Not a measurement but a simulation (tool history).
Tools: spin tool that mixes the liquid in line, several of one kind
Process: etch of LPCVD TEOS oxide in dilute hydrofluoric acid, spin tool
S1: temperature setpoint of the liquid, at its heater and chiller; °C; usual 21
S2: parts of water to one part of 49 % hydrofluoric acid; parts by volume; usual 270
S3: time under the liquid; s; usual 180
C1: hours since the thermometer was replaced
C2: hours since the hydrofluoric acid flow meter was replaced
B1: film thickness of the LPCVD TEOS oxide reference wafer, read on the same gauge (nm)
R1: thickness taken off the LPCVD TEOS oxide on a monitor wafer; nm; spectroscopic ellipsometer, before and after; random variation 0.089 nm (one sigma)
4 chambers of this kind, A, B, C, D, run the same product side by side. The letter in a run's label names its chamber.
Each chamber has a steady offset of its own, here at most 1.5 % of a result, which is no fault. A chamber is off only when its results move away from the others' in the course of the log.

| run | hour | S1 | S2 | S3 | C1 | C2 | B1 | R1 |
|---|---|---|---|---|---|---|---|---|
| 1A | 2.9 | 21 | 270 | 180 | 494.1 | 383.5 | 119.98 | 10.569 |
| 2C | 6.6 | 21 | 270 | 180 | 69.6 | 512.5 | 119.98 | 10.649 |
| 3D | 9.7 | 21 | 270 | 180 | 1162.6 | 837.9 | 120.01 | 10.429 |
| 4B | 12.6 | 21 | 270 | 180 | 400.4 | 540.7 | 119.96 | 10.597 |
| 5B | 14.9 | 21 | 270 | 180 | 402.7 | 543 | 120.01 | 10.422 |
| 6A | 17.2 | 21 | 270 | 180 | 508.4 | 397.8 | 120.02 | 10.562 |
| 7D | 19.9 | 21 | 270 | 180 | 1172.8 | 848.1 | 120.02 | 10.61 |
| 8C | 23.4 | 21 | 270 | 180 | 86.4 | 529.3 | 119.97 | 10.479 |
| 9A | 27.5 | 21 | 270 | 180 | 518.7 | 408.1 | 120.01 | 10.483 |
| 10B | 29.8 | 21 | 270 | 180 | 417.6 | 557.9 | 120 | 10.549 |
| 11D | 34.9 | 21 | 270 | 180 | 1187.8 | 863.1 | 119.99 | 10.695 |
| 12C | 39.8 | 21 | 270 | 180 | 102.8 | 545.7 | 119.98 | 10.606 |
| 13D | 44.1 | 21 | 270 | 180 | 1197 | 872.3 | 120.03 | 10.761 |
| 14A | 47.3 | 21 | 270 | 180 | 538.5 | 427.9 | 119.99 | 10.588 |
| 15B | 51.8 | 21 | 270 | 180 | 439.6 | 579.9 | 120.02 | 10.494 |
| 16C | 56.7 | 21 | 270 | 180 | 119.7 | 562.6 | 119.99 | 10.664 |
| 17B | 59.8 | 21 | 270 | 180 | 447.6 | 587.9 | 119.98 | 10.472 |
| 18C | 63.7 | 21 | 270 | 180 | 126.7 | 569.6 | 120 | 10.705 |
| 19A | 66.3 | 21 | 270 | 180 | 557.5 | 446.9 | 120.02 | 10.538 |
|  | 69.5 | chamber B: thermometer replaced |
| 20D | 70.5 | 21 | 270 | 180 | 1223.4 | 898.7 | 119.97 | 10.705 |
| 21D | 73.9 | 21 | 270 | 180 | 1226.8 | 902.1 | 119.98 | 10.67 |
| 22B | 77 | 21 | 270 | 180 | 7.5 | 605.1 | 120.02 | 10.36 |
| 23A | 80.8 | 21 | 270 | 180 | 572 | 461.4 | 120.01 | 10.636 |
| 24C | 83.6 | 21 | 270 | 180 | 146.6 | 589.5 | 120.02 | 11.044 |
| 25A | 87.2 | 24 | 270 | 240 | 578.4 | 467.8 | 119.97 | 16.038 |
| 26B | 90.9 | 24 | 270 | 240 | 21.4 | 619 | 120 | 15.796 |
| 27D | 93.3 | 24 | 270 | 240 | 1246.2 | 921.5 | 120.04 | 15.795 |
| 28C | 96.5 | 24 | 270 | 240 | 159.5 | 602.4 | 119.99 | 16.901 |
| 29B | 101.4 | 21 | 270 | 180 | 31.9 | 629.5 | 119.98 | 10.438 |
| 30C | 105.7 | 21 | 270 | 180 | 168.7 | 611.6 | 119.97 | 11.379 |
| 31A | 109.4 | 21 | 270 | 180 | 600.6 | 490 | 120.01 | 10.595 |
| 32D | 111.6 | 21 | 270 | 180 | 1264.5 | 939.8 | 120.03 | 10.571 |
| 33A | 115.8 | 21 | 270 | 180 | 607 | 496.4 | 120.03 | 10.565 |
| 34D | 118.8 | 21 | 270 | 180 | 1271.7 | 947 | 120 | 10.524 |
| 35B | 122.3 | 21 | 270 | 180 | 52.8 | 650.4 | 120.01 | 10.435 |

Is one chamber off against the others, does the gauge drift, or is nothing wrong? If a chamber is off, say which, and what the likeliest cause is.

Chamber C drifts away from the others.
Cause: hydrofluoric acid flow above the setpoint (%) = 9.07.
The log may not tell that from: liquid hotter than its thermometer reads (K).

Here are 4 candidates for chamber C's next run, each the usual settings with a change, their results left as question marks. Which one brings its results back in line with what the others give on the usual settings?
In line means no further than this from the other chambers' mean on the usual settings: R1 0.31 nm
| 36C-1 | 126.1 | 21 | 270 | 170 |  |  |  | ? |
| 36C-2 | 126.1 | 21 | 270 | 160 |  |  |  | ? |
| 36C-3 | 126.1 | 21 | 270 | 190 |  |  |  | ? |
| 36C-4 | 126.1 | 24 | 270 | 180 |  |  |  | ? |

The other chambers' mean on the usual settings: R1 10.577 nm
| run | R1 |
|---|---|
| 36C-1 | 11.229 |
| 36C-2 | 10.568 |
| 36C-3 | 12.55 |
| 36C-4 | 13.25 |
36C-2 brings the chamber back in line.
